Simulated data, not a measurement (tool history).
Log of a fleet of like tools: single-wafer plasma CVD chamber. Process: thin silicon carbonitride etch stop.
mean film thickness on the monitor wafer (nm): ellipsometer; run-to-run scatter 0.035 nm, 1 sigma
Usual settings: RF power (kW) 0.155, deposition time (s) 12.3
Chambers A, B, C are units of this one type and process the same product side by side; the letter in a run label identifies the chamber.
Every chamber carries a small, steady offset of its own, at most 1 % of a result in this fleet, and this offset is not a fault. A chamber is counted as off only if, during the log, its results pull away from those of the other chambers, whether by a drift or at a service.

run   hour  RF power (kW)  deposition time (s)  hours since the last thermocouple change  hours since the last RF generator calibration  read-back reference wafer on the same gauge, thickness_nm  mean film thickness on the monitor wafer (nm)
 1B    6.5          0.155                 12.3                                     999.6                                          291.6                                                       6.77                                         6.5717
 2A   15.4          0.155                 12.3                                       688                                          416.5                                                      6.766                                         6.4634
 3C   21.5          0.155                 12.3                                     273.3                                          665.1                                                     6.7694                                         6.5171
 4C   29.2          0.155                 12.3                                       281                                          672.8                                                     6.7671                                          6.498
 5A   35.9          0.155                 12.3                                     708.5                                            437                                                     6.7706                                         6.4556
 6B   40.6          0.155                 12.3                                    1033.7                                          325.7                                                     6.7721                                         6.5656
 7C   49.5          0.165                 13.8                                     301.3                                          693.1                                                     6.7725                                         7.3793
 8A     54          0.165                 13.8                                     726.6                                          455.1                                                     6.7699                                           7.41
 9B     63          0.165                 13.8                                    1056.1                                          348.1                                                     6.7735                                         7.4356
10C     72          0.155                 12.3                                     323.8                                          715.6                                                     6.7644                                         6.5041
11B   81.3          0.135                 13.6                                    1074.4                                          366.4                                                     6.7782                                         7.0051
12A   85.9          0.135                 13.6                                     758.5                                            487                                                     6.7795                                         6.8989
13A     93          0.135                 13.6                                     765.6                                          494.1                                                     6.7795                                         6.8369
14C   98.4          0.155                 12.3                                     350.2                                            742                                                     6.7802                                          6.553
15B  105.4          0.155                 12.3                                    1098.5                                          390.5                                                     6.7712                                          6.467
16B  112.9          0.155                 12.3                                      1106                                            398                                                     6.7718                                         6.5503
17A  117.2          0.155                 12.3                                     789.8                                          518.3                                                     6.7711                                         6.5748
18C  122.1          0.155                 12.3                                     373.9                                          765.7                                                     6.7659                                         6.4906
19B  129.1          0.155                 12.3                                    1122.2                                          414.2                                                     6.7611                                         6.5497
20C  135.3          0.165                 11.2                                     387.1                                          778.9                                                     6.7771                                         6.0055
21A  144.6          0.165                 11.2                                     817.2                                          545.7                                                       6.78                                         6.0061
22C  154.1          0.165                 11.2                                     405.9                                          797.7                                                     6.7633                                         6.0663
23B  159.9          0.155                 12.3                                      1153                                            445                                                     6.7705                                         6.5084
24A  164.1          0.155                 12.3                                     836.7                                          565.2                                                     6.7689                                         6.4684
25A  170.5          0.155                 12.3                                     843.1                                          571.6                                                     6.7655                                          6.487
26B  177.1          0.175                   11                                    1170.2                                          462.2                                                      6.775                                         6.0674
27C  184.5          0.175                   11                                     436.3                                          828.1                                                     6.7667                                         6.0778
28A  192.6          0.175                   11                                     865.2                                          593.7                                                     6.7684                                         5.9678
29B  198.5          0.155                 12.3                                    1191.6                                          483.6                                                     6.7725                                         6.5713
30C  207.6          0.155                 14.5                                     459.4                                          851.2                                                     6.7709                                         7.6476
31C  214.5          0.155                 14.5                                     466.3                                          858.1                                                     6.7697                                         7.7003
32A  221.5          0.155                 14.5                                     894.1                                          622.6                                                     6.7767                                          7.667
33B  226.8          0.155                 12.3                                    1219.9                                          511.9                                                     6.7685                                         6.5493
34C    231           0.18                 12.3                                     482.8                                          874.6                                                     6.7688                                         6.7705
35A  239.5           0.18                 12.3                                     912.1                                          640.6                                                      6.766                                         6.7368
36B  245.7           0.18                 12.3                                    1238.8                                          530.8                                                     6.7666                                         6.8208
37B  252.5          0.155                 12.3                                    1245.6                                          537.6                                                     6.7649                                         6.5337
38A  261.7          0.155                 12.3                                     934.3                                          662.8                                                     6.7733                                         6.5006
39C  266.9          0.155                 14.3                                     518.7                                          910.5                                                     6.7744                                         7.5419

All chambers now run identical settings, listed one chamber a line with results as question marks. What results will each chamber show?
40A  273.7          0.155                 12.3                                                                                                                                                                                                  ?
40B  273.7          0.155                 12.3                                                                                                                                                                                                  ?
40C  273.7          0.155                 12.3                                                                                                                                                                                                  ?

run  mean film thickness on the monitor wafer (nm)
40A                                         6.3936
40B                                         6.5508
40C                                         6.5132
